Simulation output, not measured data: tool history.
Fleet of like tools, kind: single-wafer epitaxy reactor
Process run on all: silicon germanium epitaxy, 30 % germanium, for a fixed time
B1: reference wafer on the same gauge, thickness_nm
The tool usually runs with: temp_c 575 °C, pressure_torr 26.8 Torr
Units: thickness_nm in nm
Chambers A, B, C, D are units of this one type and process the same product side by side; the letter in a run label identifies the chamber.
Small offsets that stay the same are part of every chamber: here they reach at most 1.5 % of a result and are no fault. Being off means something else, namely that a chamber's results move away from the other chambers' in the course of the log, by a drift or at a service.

run 1C hour=11.2 | temp_c=575 pressure_torr=26.8 | B1=33.385 | thickness_nm=41.027
run 2A hour=20.2 | temp_c=575 pressure_torr=26.8 | B1=33.403 | thickness_nm=41.694
run 3B hour=31.4 | temp_c=575 pressure_torr=26.8 | B1=33.425 | thickness_nm=41.137
run 4D hour=38 | temp_c=575 pressure_torr=26.8 | B1=33.391 | thickness_nm=41.176
run 5D hour=46 | temp_c=575 pressure_torr=26.8 | B1=33.399 | thickness_nm=40.864
run 6C hour=56 | temp_c=575 pressure_torr=26.8 | B1=33.402 | thickness_nm=41.498
run 7B hour=61 | temp_c=575 pressure_torr=26.8 | B1=33.417 | thickness_nm=41.19
run 8A hour=72 | temp_c=575 pressure_torr=26.8 | B1=33.363 | thickness_nm=41.467
run 9D hour=81.2 | temp_c=575 pressure_torr=26.8 | B1=33.418 | thickness_nm=41.194
run 10C hour=89 | temp_c=575 pressure_torr=26.8 | B1=33.367 | thickness_nm=41.357
run 11A hour=98.7 | temp_c=575 pressure_torr=26.8 | B1=33.379 | thickness_nm=41.573
run 12B hour=108.1 | temp_c=575 pressure_torr=26.8 | B1=33.427 | thickness_nm=41.434
run 13D hour=114.4 | temp_c=575 pressure_torr=24 | B1=33.377 | thickness_nm=39.233
run 14A hour=120.8 | temp_c=575 pressure_torr=24 | B1=33.376 | thickness_nm=40.079
run 15B hour=131.2 | temp_c=575 pressure_torr=24 | B1=33.447 | thickness_nm=39.556
run 16C hour=138.2 | temp_c=575 pressure_torr=24 | B1=33.365 | thickness_nm=39.377
run 17A hour=147.7 | temp_c=575 pressure_torr=26.8 | B1=33.412 | thickness_nm=41.898
run 18C hour=154.4 | temp_c=575 pressure_torr=26.8 | B1=33.386 | thickness_nm=41.546
run 19D hour=164.9 | temp_c=561 pressure_torr=28.8 | B1=33.399 | thickness_nm=32.195
-- hour=171.7 chamber D: pyrometer calibrated
run 20B hour=172 | temp_c=561 pressure_torr=28.8 | B1=33.378 | thickness_nm=32.292
run 21D hour=178 | temp_c=561 pressure_torr=28.8 | B1=33.367 | thickness_nm=33.687
run 22B hour=186.2 | temp_c=561 pressure_torr=28.8 | B1=33.406 | thickness_nm=31.887
run 23A hour=195.9 | temp_c=575 pressure_torr=26.8 | B1=33.398 | thickness_nm=41.487
run 24C hour=201.9 | temp_c=575 pressure_torr=26.8 | B1=33.41 | thickness_nm=41.22
run 25D hour=211.2 | temp_c=575 pressure_torr=26.8 | B1=33.408 | thickness_nm=43.168
run 26C hour=216.1 | temp_c=575 pressure_torr=26.8 | B1=33.397 | thickness_nm=40.902
run 27B hour=223.3 | temp_c=575 pressure_torr=26.8 | B1=33.418 | thickness_nm=40.932
run 28A hour=234.3 | temp_c=575 pressure_torr=26.8 | B1=33.402 | thickness_nm=41.86
run 29D hour=239.9 | temp_c=575 pressure_torr=26.8 | B1=33.405 | thickness_nm=43.57
run 30B hour=245.2 | temp_c=575 pressure_torr=26.8 | B1=33.398 | thickness_nm=40.896
run 31C hour=250.2 | temp_c=575 pressure_torr=26.8 | B1=33.397 | thickness_nm=41.169
run 32A hour=260.1 | temp_c=586 pressure_torr=26.8 | B1=33.374 | thickness_nm=52.078
run 33D hour=270.3 | temp_c=586 pressure_torr=26.8 | B1=33.358 | thickness_nm=53.774
run 34A hour=280.4 | temp_c=586 pressure_torr=26.8 | B1=33.404 | thickness_nm=52.004
run 35B hour=287.4 | temp_c=586 pressure_torr=26.8 | B1=33.377 | thickness_nm=51.18
run 36C hour=293 | temp_c=575 pressure_torr=26.8 | B1=33.41 | thickness_nm=41.061
run 37C hour=302.1 | temp_c=575 pressure_torr=26.8 | B1=33.354 | thickness_nm=41.782
run 38A hour=308.9 | temp_c=575 pressure_torr=26.8 | B1=33.363 | thickness_nm=41.7
run 39B hour=318.6 | temp_c=575 pressure_torr=23.8 | B1=33.413 | thickness_nm=39.197
run 40D hour=323.8 | temp_c=575 pressure_torr=23.8 | B1=33.424 | thickness_nm=41.667
run 41B hour=328.8 | temp_c=575 pressure_torr=23.8 | B1=33.378 | thickness_nm=39.542

Does one chamber stand apart from the rest, does the shared gauge drift, or is all well apart from small per-chamber offsets? Give the chamber and the most likely cause, where there is one.

A service left chamber D off against the others.
Cause: wafer temperature above the value expected at the setpoint (K) = 2.81.

Here are 4 candidates for chamber D's next run, each the usual settings with a change, their results left as question marks. Which one brings its results back in line with what the others give on the usual settings?
In-line tolerance around the mean of the other chambers on the usual settings: thickness_nm 0.7 nm
run 42D-1 hour=336.8 | temp_c=575 pressure_torr=29.9 | thickness_nm=?
run 42D-2 hour=336.8 | temp_c=573 pressure_torr=26.5 | thickness_nm=?
run 42D-3 hour=336.8 | temp_c=576 pressure_torr=26.8 | thickness_nm=?
run 42D-4 hour=336.8 | temp_c=575 pressure_torr=25.7 | thickness_nm=?

Usual-settings mean across the other chambers: thickness_nm 41.401 nm
run=42D-1 thickness_nm=45.538
run=42D-2 thickness_nm=41.719
run=42D-3 thickness_nm=44.405
run=42D-4 thickness_nm=42.824
The answer is 42D-2, which returns the chamber to within the allowed miss of the others.
